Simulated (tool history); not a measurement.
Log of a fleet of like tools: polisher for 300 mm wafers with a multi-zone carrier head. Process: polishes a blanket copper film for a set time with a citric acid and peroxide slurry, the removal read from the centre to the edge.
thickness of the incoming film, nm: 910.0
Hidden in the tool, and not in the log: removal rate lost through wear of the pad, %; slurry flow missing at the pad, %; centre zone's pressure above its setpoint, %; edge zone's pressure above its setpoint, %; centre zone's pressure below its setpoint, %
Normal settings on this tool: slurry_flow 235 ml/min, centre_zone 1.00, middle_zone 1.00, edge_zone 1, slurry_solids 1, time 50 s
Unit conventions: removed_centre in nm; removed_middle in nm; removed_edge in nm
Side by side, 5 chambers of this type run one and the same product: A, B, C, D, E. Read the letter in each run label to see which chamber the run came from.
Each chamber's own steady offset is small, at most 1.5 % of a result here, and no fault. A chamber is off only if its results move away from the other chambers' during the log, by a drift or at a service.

run,hour,slurry_flow,centre_zone,middle_zone,edge_zone,slurry_solids,time,wafers polished on this pad,hours since the slurry nozzle was cleaned,hours since the centre zone pressure was calibrated,hours since the edge zone pressure was calibrated,removed_centre,removed_middle,removed_edge
1B,6.9,235,1.00,1.00,1,1,50,517,296.2,1580.1,39.9,108.560,110.55,109.04
2D,12.6,235,1.00,1.00,1,1,50,615,720.0,333.2,34.3,108.710,109.41,111.35
# hour 20.4: chamber B: centre zone pressure recalibrated
3E,20.8,235,1.00,1.00,1,1,50,799,60.5,410.0,60.8,107.270,107.16,108.50
# hour 25.4: chamber E: worn pad replaced by a new one
4A,27.4,235,1.00,1.00,1,1,50,537,81.6,360.9,486.4,110.190,111.47,107.44
5C,35.5,235,1.00,1.00,1,1,50,491,614.4,379.7,39.6,108.970,109.86,109.06
6E,42.5,235,1.00,1.00,1,1,50,119,82.2,431.7,82.5,108.400,108.90,106.89
# hour 47.9: chamber A: edge zone pressure recalibrated
7C,48.7,235,1.00,1.00,1,1,50,583,627.6,392.9,52.8,109.390,108.47,108.79
8A,54.1,235,1.00,1.00,1,1,50,723,108.3,387.6,6.3,111.370,110.61,109.50
# hour 56.7: chamber C: worn pad replaced by a new one
9B,59.9,235,1.00,1.00,1,1,50,887,349.2,39.6,92.9,109.730,112.39,108.79
10D,67.7,235,1.00,1.00,1,1,50,1000,775.1,388.3,89.4,110.620,110.49,111.01
11A,77.0,235,1.00,1.00,1,1,50,883,131.2,410.5,29.2,110.770,109.80,110.33
12D,86.1,235,1.00,1.00,1,1,50,1128,793.5,406.7,107.8,108.820,110.82,109.21
13C,90.8,235,1.00,1.00,1,1,50,238,669.7,435.0,94.9,108.520,107.54,111.90
14E,96.9,235,1.00,1.00,1,1,50,499,136.6,486.1,136.9,107.730,109.78,107.49
15B,101.8,235,1.05,1.00,1,1,50,1179,391.1,81.5,134.8,115.300,109.40,108.16
# hour 102.1: chamber D: slurry nozzle cleaned
# hour 102.6: chamber A: worn pad replaced by a new one
16A,111.0,235,1.05,1.00,1,1,50,58,165.2,444.5,63.2,116.210,111.63,107.54
# hour 112.9: chamber B: worn pad replaced by a new one
17D,116.0,235,1.05,1.00,1,1,50,1337,13.9,436.6,137.7,114.950,109.13,110.46
18B,120.5,235,1.05,1.00,1,1,50,53,409.8,100.2,153.5,116.660,109.13,107.40
19E,125.5,235,1.05,1.00,1,1,50,698,165.2,514.7,165.5,113.680,105.64,108.67
# hour 126.2: chamber E: worn pad replaced by a new one
# hour 126.9: chamber C: slurry nozzle cleaned
20C,131.5,235,1.00,1.00,1,1,50,522,4.7,475.7,135.6,107.310,110.42,107.78
# hour 133.7: chamber C: worn pad replaced by a new one
21D,138.4,235,1.00,1.00,1,1,50,1493,36.3,459.0,160.1,109.780,111.73,113.51
# hour 145.9: chamber D: worn pad replaced by a new one
22C,147.1,235,1.00,1.00,1,1,50,93,20.3,491.3,151.2,106.210,107.98,106.64
23E,155.7,235,1.00,1.00,1,1,50,206,195.4,544.9,195.7,108.110,107.19,109.10
24B,161.3,235,1.00,1.00,1,1,50,338,450.6,141.0,194.3,109.880,110.72,107.84
25A,167.8,235,1.00,1.00,1,1,50,454,222.0,501.3,120.0,110.520,111.14,107.96
26E,176.6,235,1.00,1.00,1,1,50,352,216.3,565.8,216.6,109.750,108.89,106.25
27C,181.8,235,1.00,1.00,1,1,50,335,55.0,526.0,185.9,104.100,110.68,108.51
28B,189.8,235,1.00,0.95,1,1,50,536,479.1,169.5,222.8,111.340,101.49,110.36
29A,196.7,235,1.00,0.95,1,1,50,656,250.9,530.2,148.9,110.590,105.91,109.67
30D,202.1,235,1.00,0.95,1,1,50,392,100.0,522.7,223.8,109.020,106.92,112.94
31A,210.0,235,1.00,0.95,1,1,50,749,264.2,543.5,162.2,110.640,105.96,107.90
32B,216.9,235,1.00,0.95,1,1,50,726,506.2,196.6,249.9,109.930,106.50,107.94
# hour 219.7: chamber E: slurry nozzle cleaned
33E,226.3,235,1.00,1.00,1,1,50,698,6.7,615.5,266.3,108.670,112.72,110.57

Is one chamber off against the others, does the gauge drift, or is nothing wrong? If a chamber is off, say which, and what the likeliest cause is.

It is chamber C that slowly wanders off from its peers.
Cause: centre zone's pressure below its setpoint, % = 7.27.

Here are 4 candidates for chamber C's next run, each the usual settings with a change, their results left as question marks. Which one brings its results back in line with what the others give on the usual settings?
In-line tolerance around the mean of the other chambers on the usual settings: removed_centre 2.900 nm; removed_middle 5.30 nm; removed_edge 4.10 nm
34C-1,233.1,245,1.12,0.98,0.96,1,51,,,,,?,?,?
34C-2,233.1,225,0.89,1.02,1.04,1,49,,,,,?,?,?
34C-3,233.1,230,0.93,1.01,1.02,1,50,,,,,?,?,?
34C-4,233.1,240,1.07,0.99,0.98,1,50,,,,,?,?,?

On the usual settings, the other chambers give on average: removed_centre 109.320 nm; removed_middle 109.94 nm; removed_edge 108.74 nm
run,removed_centre,removed_middle,removed_edge
34C-1,116.750,110.47,108.77
34C-2,86.022,109.00,108.02
34C-3,92.474,110.53,109.35
34C-4,108.590,109.05,107.56
34C-4 brings the chamber back in line.

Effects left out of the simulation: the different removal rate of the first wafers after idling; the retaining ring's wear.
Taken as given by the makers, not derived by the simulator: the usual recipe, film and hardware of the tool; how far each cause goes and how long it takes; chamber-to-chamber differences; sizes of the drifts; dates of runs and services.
